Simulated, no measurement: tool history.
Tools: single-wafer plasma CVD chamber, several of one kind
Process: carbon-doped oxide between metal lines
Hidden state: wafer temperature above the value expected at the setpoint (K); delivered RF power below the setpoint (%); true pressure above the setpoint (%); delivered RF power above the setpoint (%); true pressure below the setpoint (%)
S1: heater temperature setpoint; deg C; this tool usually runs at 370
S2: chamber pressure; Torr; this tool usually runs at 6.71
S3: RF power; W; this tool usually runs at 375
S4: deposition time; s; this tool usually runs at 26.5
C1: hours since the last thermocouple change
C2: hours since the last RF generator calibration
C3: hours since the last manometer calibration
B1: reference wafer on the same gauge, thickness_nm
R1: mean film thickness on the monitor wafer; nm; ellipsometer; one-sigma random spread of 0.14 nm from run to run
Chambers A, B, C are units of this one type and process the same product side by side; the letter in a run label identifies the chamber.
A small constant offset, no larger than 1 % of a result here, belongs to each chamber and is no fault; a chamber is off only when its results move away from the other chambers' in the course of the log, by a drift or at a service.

run   hour   S1    S2   S3    S4      C1      C2      C3      B1       R1
       5.2  -- chamber C: capacitance manometer re-zeroed and calibrated
 1B   13.3  370  6.71  375  26.5   644.4  1327.0   692.8  113.01  109.170
 2C   23.2  370  6.71  375  26.5  2033.6   796.1    18.1  113.02  108.890
 3A   35.6  370  6.71  375  26.5   644.7  1138.5  1909.6  113.08  107.900
 4C   45.4  370  6.71  375  26.5  2055.8   818.3    40.3  113.07  108.730
 5A   58.2  370  6.71  375  26.5   667.3  1161.1  1932.2  113.09  107.980
      67.2  -- chamber C: thermocouple changed; heater temperature recalibrated
 6B   69.2  370  6.71  375  26.5   700.3  1382.9   748.7  113.13  109.260
 7A   80.2  370  6.71  375  26.5   689.3  1183.1  1954.2  113.10  107.720
 8B   87.6  370  6.71  375  26.5   718.7  1401.3   767.1  113.15  109.440
 9C   97.9  370  6.71  315  26.5    30.8   870.8    92.8  113.17   95.635
10C  104.4  370  6.71  315  26.5    37.3   877.3    99.3  113.15   95.596
11A  114.3  370  6.71  315  26.5   723.4  1217.2  1988.3  113.16   94.532
12B  125.1  370  6.71  375  26.5   756.2  1438.8   804.6  113.20  109.550
     129.8  -- chamber A: RF generator calibrated
13A  130.9  370  6.71  375  26.5   740.0     1.2  2004.9  113.20  108.130
14C  138.8  370  6.71  375  26.5    71.7   911.7   133.7  113.21  109.060
15B  144.9  370  6.71  375  26.5   776.0  1458.6   824.4  113.26  109.480
     145.0  -- chamber C: RF generator calibrated
16C  150.9  370  6.71  375  26.5    83.8     5.9   145.8  113.22  108.800
17A  158.0  370  6.71  375  26.5   767.1    28.3  2032.0  113.26  107.970
18B  169.5  370  6.71  375  26.5   800.6  1483.2   849.0  113.26  109.610
19A  181.3  370  6.71  375  26.5   790.4    51.6  2055.3  113.32  107.970
20C  187.4  370  6.71  375  26.5   120.3    42.4   182.3  113.31  108.880
21B  200.4  370  6.71  375  26.5   831.5  1514.1   879.9  113.36  109.460
22B  209.8  370  6.71  375  26.5   840.9  1523.5   889.3  113.34  109.690
23C  221.7  370  6.71  375  26.5   154.6    76.7   216.6  113.35  108.840
24A  231.2  370  6.71  375  26.5   840.3   101.5  2105.2  113.36  108.240
25B  243.9  370  6.71  375  26.5   875.0  1557.6   923.4  113.40  109.780
26C  251.7  382  6.71  375  29.8   184.6   106.7   246.6  113.39  119.370
27A  259.3  382  6.71  375  29.8   868.4   129.6  2133.3  113.43  118.380
28B  266.1  382  6.71  375  29.8   897.2  1579.8   945.6  113.39  119.870
29A  274.1  370  6.71  375  26.5   883.2   144.4  2148.1  113.43  108.480
30C  283.1  383  6.71  375  26.5   216.0   138.1   278.0  113.45  106.070
31A  291.1  383  6.71  375  26.5   900.2   161.4  2165.1  113.51  105.400
32C  302.6  383  6.71  375  26.5   235.5   157.6   297.5  113.49  106.030
33B  312.5  370  6.71  375  26.5   943.6  1626.2   992.0  113.51  109.540
     313.3  -- chamber A: thermocouple changed; heater temperature recalibrated
34C  321.4  370  5.61  375  29.3   254.3   176.4   316.3  113.51  118.190
35B  334.8  370  5.61  375  29.3   965.9  1648.5  1014.3  113.51  118.810
36A  345.7  370  5.61  375  29.3    32.4   216.0  2219.7  113.55  117.430
37A  353.0  370  6.71  375  26.5    39.7   223.3  2227.0  113.59  108.260
38C  365.4  370  6.71  375  26.5   298.3   220.4   360.3  113.61  109.330

Is one chamber off against the others, does the gauge drift, or is nothing wrong? If a chamber is off, say which, and what the likeliest cause is.

The shared gauge is drifting. All chambers look as if they move in step, but none is off.
Likeliest cause: gauge reads high (%) = 0.524.
